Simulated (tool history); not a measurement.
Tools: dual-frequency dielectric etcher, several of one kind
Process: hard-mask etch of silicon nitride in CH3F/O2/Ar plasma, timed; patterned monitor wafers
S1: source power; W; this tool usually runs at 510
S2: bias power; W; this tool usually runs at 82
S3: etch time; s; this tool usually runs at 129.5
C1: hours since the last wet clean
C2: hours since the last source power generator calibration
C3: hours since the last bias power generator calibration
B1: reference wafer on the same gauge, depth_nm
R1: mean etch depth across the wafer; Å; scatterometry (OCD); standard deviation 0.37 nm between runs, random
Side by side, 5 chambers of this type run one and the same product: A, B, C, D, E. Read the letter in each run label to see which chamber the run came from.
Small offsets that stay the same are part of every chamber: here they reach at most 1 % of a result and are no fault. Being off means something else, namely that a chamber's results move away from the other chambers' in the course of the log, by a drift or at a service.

run     day   S1   S2     S3     C1      C2      C3      B1      R1
 1A   0.388  510   82  129.5  157.1  1695.1  1581.1  124.09  1035.3
 2D   0.846  510   82  129.5   94.1  2630.7  1947.5     124  1044.2
 3B   1.496  510   82  129.5  154.1   729.7  1577.3  123.92  1045.3
 4E   2.108  510   82  129.5    386   277.6  1720.6  124.08  1041.8
 5C   2.671  510   82  129.5  318.2  1483.4  1850.4  124.03  1033.1
 6D   3.092  510  100  129.5    148  2684.6  2001.4  123.98  1124.8
 7C   3.438  510  100  129.5  336.6  1501.8  1868.8  123.94  1109.8
 8A   3.821  510  100  129.5  239.5  1777.5  1663.5  123.97  1106.8
 9B   4.412  510  100  129.5  224.1   799.7  1647.3     124  1122.2
10E   4.871  510  100  129.5  452.3   343.9  1786.9  123.94  1113.2
11D   5.329  510   82  129.5  201.7  2738.3  2055.1  124.03    1040
12E   5.829  510   82  129.5  475.3   366.9  1809.9  123.94  1033.5
13B   6.408  510   82  129.5    272   847.6  1695.2  123.92  1043.6
14A   6.962  510   82  129.5  314.9  1852.9  1738.9  123.93  1037.1
15C   7.375  510   82  129.5  431.1  1596.3  1963.3  124.05  1031.5
16D   7.721  510   82  129.5  259.1  2795.7  2112.5  124.03  1038.6
17E   8.179  510   82  129.5  531.7   423.3  1866.3   124.2  1032.7
18C   8.462  510   82  129.5  457.2  1622.4  1989.4  124.06  1028.4
19B   8.979  510   82  129.5  333.7   909.3  1756.9  124.08  1048.2
20A   9.371  510   82  129.5  372.7  1910.7  1796.7  123.93  1037.4
21A   9.821  510   82  129.5  383.5  1921.5  1807.5  124.07    1038
22D  10.292  510   82  129.5  320.8  2857.4  2174.2  124.05    1040
23C  10.917  510   82  129.5  516.1  1681.3  2048.3  124.04    1034
24E  11.438  510   82  129.5  609.9   501.5  1944.5  124.01  1044.5
25B  12.071  510   82  129.5  407.9   983.5  1831.1  123.94  1040.7
26D  12.471  510   82  161.5  373.1  2909.7  2226.5  123.96  1300.5
     12.525  -- chamber A: bias power generator calibrated
     12.667  -- chamber A: wet clean of the chamber
27C  12.762  510   82  161.5  560.4  1725.6  2092.6  123.96  1285.1
     12.912  -- chamber E: wet clean of the chamber
28A  13.292  510   82  161.5   15.1  2004.8    18.5  124.04  1248.2
     13.683  -- chamber C: wet clean of the chamber
29B  13.812  510   82  161.5  449.7  1025.3  1872.9  123.97  1291.6
     14.283  -- chamber B: wet clean of the chamber
30E  14.333  510   82  161.5   34.1     571    2014  124.04  1298.4
31D  14.938  510   82  129.5  432.3  2968.9  2285.7  123.94  1041.5
32A  15.467  510   82  129.5   67.3    2057    70.7  123.95  993.33
33E  15.779  510   82  129.5   68.8   605.7  2048.7  123.99  1042.4
34B  16.092  510   82  129.5   43.5    1080  1927.6  123.97  1047.1
35C  16.638  510   82  129.5   70.9  1818.6  2185.6  124.05  1022.6
     16.962  -- chamber A: source power generator calibrated
36C  17.121  510   82  129.5   82.5  1830.2  2197.2  123.96  1029.4
37A  17.612  510   82  129.5  118.8    15.6   122.2  123.92  999.61
38B  18.012  510   82  143.5   89.6  1126.1  1973.7  123.94  1152.4
39D  18.496  510   82  143.5  517.7  3054.3  2371.1  123.94  1161.3
40E  18.992  510   82  143.5  145.9   682.8  2125.8  124.04  1156.7
41E  19.383  510   82  143.5  155.3   692.2  2135.2     124  1155.8
42D  20.017  510   82  143.5  554.2  3090.8  2407.6  124.01  1148.1
43B  20.483  510   82  129.5  148.9  1185.4    2033  123.98  1049.1
44A  20.875  510   82  129.5  197.1    93.9   200.5  123.89  997.45

Next, all 5 chambers run the settings below, one line each with question marks for the results. What does each chamber give?
45A  21.338  510  72  129.5                   ?
45B  21.338  510  72  129.5                   ?
45C  21.338  510  72  129.5                   ?
45D  21.338  510  72  129.5                   ?
45E  21.338  510  72  129.5                   ?

run      R1
45A  964.31
45B  995.32
45C  981.19
45D  991.99
45E  993.79

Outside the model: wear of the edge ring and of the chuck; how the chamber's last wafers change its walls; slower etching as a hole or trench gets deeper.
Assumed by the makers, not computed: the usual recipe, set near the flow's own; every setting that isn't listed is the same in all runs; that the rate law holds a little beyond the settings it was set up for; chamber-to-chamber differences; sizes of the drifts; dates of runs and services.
